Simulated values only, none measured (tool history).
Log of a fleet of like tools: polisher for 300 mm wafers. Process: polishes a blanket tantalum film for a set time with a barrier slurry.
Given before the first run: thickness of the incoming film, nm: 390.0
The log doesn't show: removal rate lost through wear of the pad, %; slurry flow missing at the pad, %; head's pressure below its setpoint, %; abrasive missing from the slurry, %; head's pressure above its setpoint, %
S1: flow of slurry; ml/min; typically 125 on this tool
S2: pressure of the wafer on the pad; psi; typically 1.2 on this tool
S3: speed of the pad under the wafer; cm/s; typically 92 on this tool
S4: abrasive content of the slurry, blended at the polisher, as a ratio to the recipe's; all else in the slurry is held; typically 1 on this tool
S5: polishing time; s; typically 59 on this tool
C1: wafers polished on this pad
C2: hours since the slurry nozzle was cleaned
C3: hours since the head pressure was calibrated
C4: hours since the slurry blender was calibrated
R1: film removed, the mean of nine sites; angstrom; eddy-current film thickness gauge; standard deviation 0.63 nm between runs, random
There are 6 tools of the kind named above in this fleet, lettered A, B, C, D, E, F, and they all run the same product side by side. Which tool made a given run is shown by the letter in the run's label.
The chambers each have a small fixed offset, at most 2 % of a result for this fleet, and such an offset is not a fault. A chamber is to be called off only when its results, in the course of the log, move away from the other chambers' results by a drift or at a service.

At day 0.217: chamber F: slurry blender recalibrated.
Run 1A, day 0.304: usual settings; C1 1317; C2 151.4; C3 47.8; C4 103.2. Result: R1 599.48 angstrom.
At day 0.483: chamber A: worn pad replaced by a new one.
Run 2C, day 0.612: usual settings; C1 1159; C2 107.4; C3 66; C4 24.1. Result: R1 602.53 angstrom.
At day 0.775: chamber B: slurry blender recalibrated.
At day 0.921: chamber C: worn pad replaced by a new one.
Run 3D, day 0.95: usual settings; C1 494; C2 182.6; C3 762.2; C4 203.7. Result: R1 596.87 angstrom.
Run 4F, day 1.362: usual settings; C1 788; C2 239.7; C3 1020.8; C4 27.5. Result: R1 596.19 angstrom.
At day 1.425: chamber E: slurry blender recalibrated.
At day 1.608: chamber F: worn pad replaced by a new one.
Run 5E, day 1.725: usual settings but S4 0.85; C1 662; C2 215.1; C3 255.8; C4 7.2. Result: R1 576.35 angstrom.
Run 6B, day 2.025: usual settings but S4 0.85; C1 698; C2 559.6; C3 103.4; C4 30.1. Result: R1 563.48 angstrom.
At day 2.254: chamber D: worn pad replaced by a new one.
Run 7B, day 2.462: usual settings but S4 0.85; C1 843; C2 570.1; C3 113.9; C4 40.6. Result: R1 577.95 angstrom.
Run 8D, day 2.883: usual settings but S4 0.85; C1 209; C2 229; C3 808.6; C4 250.1. Result: R1 570.14 angstrom.
Run 9C, day 3.283: usual settings but S4 0.85; C1 784; C2 171.5; C3 130.1; C4 88.2. Result: R1 571.53 angstrom.
At day 3.312: chamber E: worn pad replaced by a new one.
Run 10F, day 3.683: usual settings but S4 0.85; C1 688; C2 295.4; C3 1076.5; C4 83.2. Result: R1 569.37 angstrom.
Run 11A, day 4.017: usual settings; C1 1171; C2 240.5; C3 136.9; C4 192.3. Result: R1 599.66 angstrom.
At day 4.033: chamber B: worn pad replaced by a new one.
Run 12E, day 4.317: usual settings; C1 333; C2 277.3; C3 318; C4 69.4. Result: R1 618.4 angstrom.
At day 4.446: chamber F: worn pad replaced by a new one.
Run 13C, day 4.567: usual settings but S1 105 ml/min, S2 0.9 psi; C1 1209; C2 202.3; C3 160.9; C4 119. Result: R1 430.56 angstrom.
At day 4.675: chamber D: worn pad replaced by a new one.
At day 4.712: chamber D: slurry blender recalibrated.
Run 14D, day 4.933: usual settings but S1 105 ml/min, S2 0.9 psi; C1 86; C2 278.2; C3 857.8; C4 5.4. Result: R1 433.28 angstrom.
At day 5.192: chamber A: worn pad replaced by a new one.
At day 5.267: chamber C: worn pad replaced by a new one.
Run 15B, day 5.346: usual settings but S1 105 ml/min, S2 0.9 psi; C1 435; C2 639.3; C3 183.1; C4 109.8. Result: R1 432.59 angstrom.
Run 16F, day 5.571: usual settings but S1 105 ml/min, S2 0.9 psi; C1 373; C2 340.7; C3 1121.8; C4 128.5. Result: R1 425.6 angstrom.
Run 17A, day 5.854: usual settings but S1 105 ml/min, S2 0.9 psi; C1 220; C2 284.6; C3 181; C4 236.4. Result: R1 431.88 angstrom.
Run 18E, day 6.112: usual settings but S1 105 ml/min, S2 0.9 psi; C1 928; C2 320.4; C3 361.1; C4 112.5. Result: R1 443.13 angstrom.
At day 6.2: chamber A: slurry blender recalibrated.
Run 19F, day 6.329: usual settings; C1 624; C2 358.9; C3 1140; C4 146.7. Result: R1 591.42 angstrom.
Run 20E, day 6.817: usual settings; C1 1161; C2 337.3; C3 378; C4 129.4. Result: R1 609.64 angstrom.
At day 7.033: chamber F: worn pad replaced by a new one.
Run 21D, day 7.192: usual settings; C1 834; C2 332.4; C3 912; C4 59.6. Result: R1 601.04 angstrom.
At day 7.25: chamber E: worn pad replaced by a new one.
At day 7.262: chamber F: slurry blender recalibrated.
At day 7.55: chamber D: worn pad replaced by a new one.
Run 22C, day 7.575: usual settings but S2 0.9 psi, S3 114 cm/s; C1 766; C2 274.5; C3 233.1; C4 191.2. Result: R1 546.62 angstrom.
At day 7.621: chamber E: head pressure recalibrated.
Run 23B, day 7.883: usual settings but S2 0.9 psi, S3 114 cm/s; C1 1276; C2 700.2; C3 244; C4 170.7. Result: R1 576.84 angstrom.
Run 24A, day 8.138: usual settings but S2 0.9 psi, S3 114 cm/s; C1 977; C2 339.4; C3 235.8; C4 46.6. Result: R1 546.99 angstrom.
At day 8.267: chamber C: slurry nozzle cleaned.
Run 25E, day 8.408: usual settings but S2 0.9 psi, S3 114 cm/s; C1 384; C2 375.5; C3 19; C4 167.6. Result: R1 570.89 angstrom.
At day 8.442: chamber B: worn pad replaced by a new one.
Run 26B, day 8.692: usual settings but S2 0.9 psi, S3 114 cm/s; C1 83; C2 719.6; C3 263.4; C4 190.1. Result: R1 557.64 angstrom.
Run 27D, day 8.933: usual settings but S2 0.9 psi, S3 114 cm/s; C1 459; C2 374.2; C3 953.8; C4 101.4. Result: R1 541.32 angstrom.
At day 9.371: chamber C: worn pad replaced by a new one.
Run 28C, day 9.4: usual settings but S2 0.8 psi; C1 9; C2 27.2; C3 276.9; C4 235. Result: R1 389.79 angstrom.
At day 9.5: chamber A: worn pad replaced by a new one.
At day 9.508: chamber F: worn pad replaced by a new one.
Run 29F, day 9.704: usual settings but S2 0.8 psi; C1 65; C2 439.9; C3 1221; C4 58.6. Result: R1 392.13 angstrom.
Run 30A, day 9.921: usual settings but S2 0.8 psi; C1 140; C2 382.2; C3 278.6; C4 89.4. Result: R1 385.53 angstrom.
At day 10.071: chamber A: slurry nozzle cleaned.
Run 31C, day 10.196: usual settings but S2 0.8 psi; C1 273; C2 46.3; C3 296; C4 254.1. Result: R1 400.56 angstrom.
At day 10.212: chamber D: worn pad replaced by a new one.
Run 32A, day 10.521: usual settings but S2 0.8 psi; C1 339; C2 10.8; C3 293; C4 103.8. Result: R1 401.19 angstrom.
Run 33B, day 10.979: usual settings but S2 0.8 psi; C1 841; C2 774.5; C3 318.3; C4 245. Result: R1 401.19 angstrom.
Run 34E, day 11.404: usual settings; C1 1378; C2 447.4; C3 90.9; C4 239.5. Result: R1 607.61 angstrom.
At day 11.592: chamber E: worn pad replaced by a new one.
Run 35F, day 11.65: usual settings but S3 120 cm/s, S4 1.1; C1 711; C2 486.6; C3 1267.7; C4 105.3. Result: R1 797.21 angstrom.
Run 36D, day 11.962: usual settings but S3 120 cm/s, S4 1.1; C1 580; C2 446.9; C3 1026.5; C4 174.1. Result: R1 817.52 angstrom.
At day 12.329: chamber F: worn pad replaced by a new one.
Run 37F, day 12.329: usual settings but S3 120 cm/s, S4 1.1; C1 0; C2 502.9; C3 1284; C4 121.6. Result: R1 796.47 angstrom.
At day 12.333: chamber C: slurry blender recalibrated.
At day 12.446: chamber B: worn pad replaced by a new one.
At day 12.571: chamber E: slurry blender recalibrated.
At day 12.683: chamber D: worn pad replaced by a new one.
Run 38D, day 12.792: usual settings but S3 120 cm/s, S4 1.1; C1 35; C2 466.8; C3 1046.4; C4 194. Result: R1 809.54 angstrom.
Run 39A, day 13.129: usual settings but S3 120 cm/s, S4 1.1; C1 1203; C2 73.4; C3 355.6; C4 166.4. Result: R1 799.65 angstrom.
Run 40C, day 13.421: usual settings but S3 120 cm/s, S4 1.1; C1 1342; C2 123.7; C3 373.4; C4 26.2. Result: R1 818.51 angstrom.
Run 41E, day 13.825: usual settings but S2 0.9 psi; C1 740; C2 505.5; C3 149; C4 30.2. Result: R1 458.07 angstrom.
Run 42B, day 14.096: usual settings but S2 0.9 psi; C1 547; C2 849.3; C3 393.1; C4 319.8. Result: R1 456.82 angstrom.

For the next run the whole fleet of 6 chambers uses the same settings. Give each chamber's results:
Run 43A, day 14.454: usual settings. Result: R1 ?.
Run 43B, day 14.454: usual settings. Result: R1 ?.
Run 43C, day 14.454: usual settings. Result: R1 ?.
Run 43D, day 14.454: usual settings. Result: R1 ?.
Run 43E, day 14.454: usual settings. Result: R1 ?.
Run 43F, day 14.454: usual settings. Result: R1 ?.

run      R1
43A  588.22
43B  613.31
43C  602.04
43D  597.43
43E  613.88
43F  583.98

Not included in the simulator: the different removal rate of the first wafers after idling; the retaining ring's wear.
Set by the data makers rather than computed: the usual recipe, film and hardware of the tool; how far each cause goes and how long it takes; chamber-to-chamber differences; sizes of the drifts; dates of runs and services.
